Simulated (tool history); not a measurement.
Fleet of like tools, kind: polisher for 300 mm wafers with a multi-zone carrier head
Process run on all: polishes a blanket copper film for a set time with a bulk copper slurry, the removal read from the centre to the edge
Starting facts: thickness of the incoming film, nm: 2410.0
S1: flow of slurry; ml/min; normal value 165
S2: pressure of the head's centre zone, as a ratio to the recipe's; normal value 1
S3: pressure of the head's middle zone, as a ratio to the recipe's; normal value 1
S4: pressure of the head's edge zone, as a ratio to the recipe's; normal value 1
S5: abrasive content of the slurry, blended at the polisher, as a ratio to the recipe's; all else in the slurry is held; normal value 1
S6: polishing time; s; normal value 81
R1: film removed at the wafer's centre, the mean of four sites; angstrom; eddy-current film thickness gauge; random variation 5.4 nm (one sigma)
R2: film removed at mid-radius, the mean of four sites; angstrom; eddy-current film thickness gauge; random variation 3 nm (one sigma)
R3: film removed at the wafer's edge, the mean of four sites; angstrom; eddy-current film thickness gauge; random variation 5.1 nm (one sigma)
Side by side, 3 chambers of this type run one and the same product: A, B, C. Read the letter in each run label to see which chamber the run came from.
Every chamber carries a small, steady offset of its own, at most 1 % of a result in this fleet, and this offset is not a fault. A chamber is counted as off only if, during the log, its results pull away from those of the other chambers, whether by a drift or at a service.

run	day	S1	S2	S3	S4	S5	S6	R1	R2	R3
# day 0.017: chamber C: worn pad replaced by a new one
1B	0.192	165	1	1	1	1	81	4049.1	4193.8	4266
# day 0.358: chamber B: worn pad replaced by a new one
2A	0.362	165	1	1	1	1	81	4178.2	4190.2	4145.9
# day 0.646: chamber A: worn pad replaced by a new one
3C	0.742	165	1	1	1	1	81	4163.4	4182	4229.1
4B	1.088	165	1	1	1	1	81	4112.1	4147.4	4167.3
5C	1.367	165	1	1	1	1	81	4072.9	4193.4	4131.3
6A	1.6	165	1	1	1	1	81	4156.6	4176.6	4083.5
# day 1.717: chamber C: slurry nozzle cleaned
7C	1.817	165	1	1	1	1	81	4133.5	4161.6	4080.4
8A	2.133	165	1	1	1	1	81	4204.7	4183.7	4230.4
9B	2.333	165	1	1	1	1	81	4187.1	4085.8	4137.6
# day 2.362: chamber C: worn pad replaced by a new one
10A	2.633	165	1.05	1	1	1.25	81	4757.2	4396.2	4470.6
11B	2.804	165	1.05	1	1	1.25	81	4521.2	4288.6	4425.3
12C	3.021	165	1.05	1	1	1.25	81	4640.7	4366.4	4317.1
13C	3.275	165	1	1	1	1	81	4160	4121	4056.7
# day 3.521: chamber B: worn pad replaced by a new one
14B	3.583	165	1	1	1	1	81	4046	3995.4	4163.9
15A	3.804	165	1	1	1	1	81	4222.8	4163	4145.4
16C	4.017	165	1	1	1	1	81	4042.3	4139.4	4110.5
# day 4.083: chamber A: worn pad replaced by a new one
17B	4.342	215	1	1	1	1	81	4149.3	4212.1	4126
# day 4.388: chamber B: edge zone pressure recalibrated
# day 4.517: chamber C: worn pad replaced by a new one
18A	4.662	215	1	1	1	1	81	4429.4	4377.4	4273.5
19A	4.862	215	1	1	1	1	81	4329.7	4306.3	4463.9
20C	5.142	165	1	1	1	1	81	4098.6	4206.9	4077.8
21B	5.429	165	1	1	1	1	81	3890	3896.7	4016.5
22C	5.625	165	1	1	1	1	81	4057.1	4126.6	4124.6
23A	5.962	165	1	1	1	1	81	4224.7	4133.5	4205.8
24B	6.296	165	1	1	1	1	81	3842.7	3922.9	3989.3
25C	6.575	165	1.06	1	0.9	1	81	4407.9	4150.8	4025.3
26B	6.888	165	1.06	1	0.9	1	81	4129.3	3863.7	3736.3

Decide between three cases: one chamber stands off from its peers, the gauge reading all wafers drifts, or nothing is wrong past each chamber's small offset. Where a chamber is off, say which and what most likely put it there.

One chamber, B, drifts off from the rest bit by bit.
Cause: slurry flow missing at the pad, % = 31.6.

Which of the 4 candidates below, each the usual settings with something changed and its results left as question marks, puts chamber B back in line with what the other chambers give on the usual settings?
In line means no further than this from the other chambers' mean on the usual settings: R1 190 angstrom; R2 110 angstrom; R3 180 angstrom
27B-1	7.154	155	0.96	0.97	1.03	1	73	?	?	?
27B-2	7.154	170	1.02	1.02	0.98	1	85	?	?	?
27B-3	7.154	160	0.98	0.98	1.02	1	77	?	?	?
27B-4	7.154	175	1.04	1.03	0.97	1	89	?	?	?

The other chambers' mean on the usual settings: R1 4164.5 angstrom; R2 4169.6 angstrom; R3 4174.7 angstrom
run	R1	R2	R3
27B-1	3221.2	3327.8	3569.6
27B-2	4118.1	4153.1	4109
27B-3	3508.7	3572.2	3765.9
27B-4	4439.4	4417.7	4298.9
With 27B-2, the chamber falls back in line with the rest.
